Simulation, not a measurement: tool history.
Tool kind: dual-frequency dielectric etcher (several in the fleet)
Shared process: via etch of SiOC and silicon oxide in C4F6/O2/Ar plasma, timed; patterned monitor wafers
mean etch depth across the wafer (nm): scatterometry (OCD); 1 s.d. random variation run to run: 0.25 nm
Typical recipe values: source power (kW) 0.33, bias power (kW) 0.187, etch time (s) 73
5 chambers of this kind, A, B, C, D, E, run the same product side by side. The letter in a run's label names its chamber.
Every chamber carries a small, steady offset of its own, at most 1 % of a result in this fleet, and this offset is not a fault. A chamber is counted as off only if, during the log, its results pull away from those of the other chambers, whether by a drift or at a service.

run	hour	source power (kW)	bias power (kW)	etch time (s)	hours since the last wet clean	hours since the last source power generator calibration	hours since the last bias power generator calibration	read-back reference wafer on the same gauge, depth_nm	mean etch depth across the wafer (nm)
1C	7.7	0.33	0.187	73	384.9	71.2	2530.2	65.849	77.866
2E	15.6	0.33	0.187	73	106.8	1967.7	3048.6	65.859	77.184
3B	23.6	0.33	0.187	73	284.1	1326	811.3	65.916	78.084
4A	27.7	0.33	0.187	73	132.9	1997.4	1011.8	65.882	77.45
5D	32.8	0.33	0.187	73	348.6	861.8	2019.9	65.908	77.067
6C	38.2	0.33	0.187	73	415.4	101.7	2560.7	65.933	78.039
7B	45.9	0.33	0.187	73	306.4	1348.3	833.6	65.952	78.213
8D	53.4	0.33	0.187	73	369.2	882.4	2040.5	65.889	77.035
9A	61.3	0.33	0.187	73	166.5	2031	1045.4	65.865	76.826
10E	69.3	0.33	0.187	73	160.5	2021.4	3102.3	65.897	77.038
# hour 72.4: chamber B: wet clean of the chamber
11E	76.8	0.26	0.187	73	168	2028.9	3109.8	65.917	70.227
12C	84.1	0.26	0.187	73	461.3	147.6	2606.6	65.937	71.271
13D	92.3	0.26	0.187	73	408.1	921.3	2079.4	65.919	69.88
14A	99	0.26	0.187	73	204.2	2068.7	1083.1	65.919	70.192
15B	107	0.26	0.187	73	34.7	1409.4	894.7	65.913	71.32
16C	111.2	0.33	0.187	73	488.4	174.7	2633.7	65.894	77.949
17A	115.8	0.33	0.187	73	221	2085.5	1099.9	65.908	77.498
18D	122.8	0.33	0.187	73	438.6	951.8	2109.9	65.9	75.97
19E	130.2	0.33	0.187	73	221.4	2082.3	3163.2	65.891	77.279
20B	134.2	0.33	0.187	73	61.9	1436.6	921.9	65.973	77.594
21C	139.3	0.33	0.187	73	516.5	202.8	2661.8	65.897	78.365
22D	144.4	0.33	0.187	73	460.2	973.4	2131.5	65.963	75.597
23A	148.4	0.4	0.187	73	253.6	2118.1	1132.5	65.938	83.382
24E	155.6	0.4	0.187	73	246.8	2107.7	3188.6	65.858	82.724
25B	160.2	0.4	0.187	73	87.9	1462.6	947.9	65.894	84.104
26A	168	0.4	0.187	73	273.2	2137.7	1152.1	65.916	83
27C	171.6	0.4	0.187	73	548.8	235.1	2694.1	65.869	84.138
28B	179.5	0.38	0.152	73	107.2	1481.9	967.2	65.95	77.376
29D	187.1	0.38	0.152	73	502.9	1016.1	2174.2	65.887	74.361
30E	195	0.38	0.152	73	286.2	2147.1	3228	65.946	75.612

Next, every chamber runs the same settings. What will each give?
31A	200.9	0.33	0.208	73					?
31B	200.9	0.33	0.208	73					?
31C	200.9	0.33	0.208	73					?
31D	200.9	0.33	0.208	73					?
31E	200.9	0.33	0.208	73					?

run	mean etch depth across the wafer (nm)
31A	79.872
31B	81.119
31C	80.897
31D	77.769
31E	79.44
